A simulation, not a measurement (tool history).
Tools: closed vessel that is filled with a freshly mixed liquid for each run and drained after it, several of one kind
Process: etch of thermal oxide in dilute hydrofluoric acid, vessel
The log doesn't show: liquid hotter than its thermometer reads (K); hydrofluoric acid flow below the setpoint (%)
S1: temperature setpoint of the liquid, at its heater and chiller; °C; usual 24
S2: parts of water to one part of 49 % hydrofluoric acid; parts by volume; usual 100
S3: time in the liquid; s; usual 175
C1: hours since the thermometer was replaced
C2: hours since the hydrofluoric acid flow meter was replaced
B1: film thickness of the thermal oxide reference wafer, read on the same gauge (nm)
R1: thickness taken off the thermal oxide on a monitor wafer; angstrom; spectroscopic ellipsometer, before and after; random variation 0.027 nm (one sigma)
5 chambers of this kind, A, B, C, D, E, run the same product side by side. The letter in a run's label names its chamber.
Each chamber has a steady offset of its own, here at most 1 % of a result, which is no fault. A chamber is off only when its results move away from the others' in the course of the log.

| run | hour | S1 | S2 | S3 | C1 | C2 | B1 | R1 |
|---|---|---|---|---|---|---|---|---|
| 1A | 12.6 | 24 | 100 | 175 | 2173.6 | 365.3 | 130.01 | 84.336 |
| 2C | 21.5 | 24 | 100 | 175 | 238.3 | 113.6 | 129.97 | 84.699 |
| 3D | 29.6 | 24 | 100 | 175 | 351.2 | 1690.6 | 130 | 84.016 |
| 4E | 42.5 | 24 | 100 | 175 | 3024.4 | 347.8 | 130.01 | 84.835 |
| 5B | 52.8 | 24 | 100 | 175 | 824.4 | 431.1 | 129.99 | 84.117 |
| 6B | 62.9 | 24 | 100 | 175 | 834.5 | 441.2 | 129.99 | 83.927 |
| 7C | 71.1 | 24 | 100 | 175 | 287.9 | 163.2 | 130 | 84.961 |
| 8A | 77.8 | 24 | 100 | 175 | 2238.8 | 430.5 | 130 | 83.911 |
|  | 82.6 | chamber D: hydrofluoric acid flow meter replaced |
|  | 89.3 | chamber E: thermometer replaced |
| 9E | 89.6 | 24 | 100 | 175 | 0.3 | 394.9 | 130 | 84.754 |
| 10D | 97.7 | 24 | 70 | 80 | 419.3 | 15.1 | 130.01 | 56.677 |
| 11C | 104.8 | 24 | 70 | 80 | 321.6 | 196.9 | 130.01 | 58.284 |
| 12D | 111.6 | 24 | 70 | 80 | 433.2 | 29 | 130.02 | 56.927 |
| 13E | 119.2 | 24 | 70 | 80 | 29.9 | 424.5 | 130.02 | 57.411 |
| 14B | 129 | 24 | 70 | 80 | 900.6 | 507.3 | 129.99 | 56.493 |
| 15A | 140.6 | 24 | 100 | 175 | 2301.6 | 493.3 | 129.98 | 84.702 |
| 16D | 154.3 | 24 | 100 | 175 | 475.9 | 71.7 | 129.98 | 83.93 |
| 17A | 161.4 | 24 | 100 | 175 | 2322.4 | 514.1 | 129.95 | 84.304 |
| 18B | 171.3 | 24 | 100 | 175 | 942.9 | 549.6 | 130.02 | 84.452 |
| 19C | 177.8 | 24 | 100 | 175 | 394.6 | 269.9 | 130.01 | 84.997 |
| 20E | 187.8 | 24 | 100 | 175 | 98.5 | 493.1 | 130 | 84.34 |
| 21A | 194.9 | 19.5 | 100 | 175 | 2355.9 | 547.6 | 130.01 | 70.222 |
| 22E | 207.8 | 19.5 | 100 | 175 | 118.5 | 513.1 | 130 | 71.156 |
| 23D | 214.8 | 19.5 | 100 | 175 | 536.4 | 132.2 | 130.01 | 70.935 |
| 24B | 222.3 | 19.5 | 100 | 175 | 993.9 | 600.6 | 130.01 | 70.45 |
| 25C | 233.5 | 19.5 | 100 | 175 | 450.3 | 325.6 | 129.99 | 71.04 |
| 26E | 243.7 | 24 | 100 | 175 | 154.4 | 549 | 129.99 | 84.435 |
| 27C | 254.7 | 24 | 100 | 175 | 471.5 | 346.8 | 129.99 | 85.051 |
| 28D | 267.7 | 24 | 100 | 175 | 589.3 | 185.1 | 130 | 85.015 |
| 29B | 278.5 | 24 | 100 | 175 | 1050.1 | 656.8 | 130.01 | 84.081 |
| 30A | 287.4 | 24 | 100 | 175 | 2448.4 | 640.1 | 129.98 | 84.583 |
| 31B | 298.2 | 24 | 100 | 175 | 1069.8 | 676.5 | 129.97 | 84.191 |
| 32D | 309.5 | 27.5 | 100 | 175 | 631.1 | 226.9 | 130 | 97.789 |
| 33C | 321.8 | 27.5 | 100 | 175 | 538.6 | 413.9 | 129.99 | 97.299 |
| 34E | 334 | 27.5 | 100 | 175 | 244.7 | 639.3 | 130 | 97.035 |

All 5 chambers run these settings next. Forecast each chamber's results:
| 35A | 344.3 | 24 | 100 | 175 |  |  |  | ? |
| 35B | 344.3 | 24 | 100 | 175 |  |  |  | ? |
| 35C | 344.3 | 24 | 100 | 175 |  |  |  | ? |
| 35D | 344.3 | 24 | 100 | 175 |  |  |  | ? |
| 35E | 344.3 | 24 | 100 | 175 |  |  |  | ? |

| run | R1 |
|---|---|
| 35A | 83.876 |
| 35B | 83.865 |
| 35C | 84.958 |
| 35D | 86.035 |
| 35E | 84.376 |
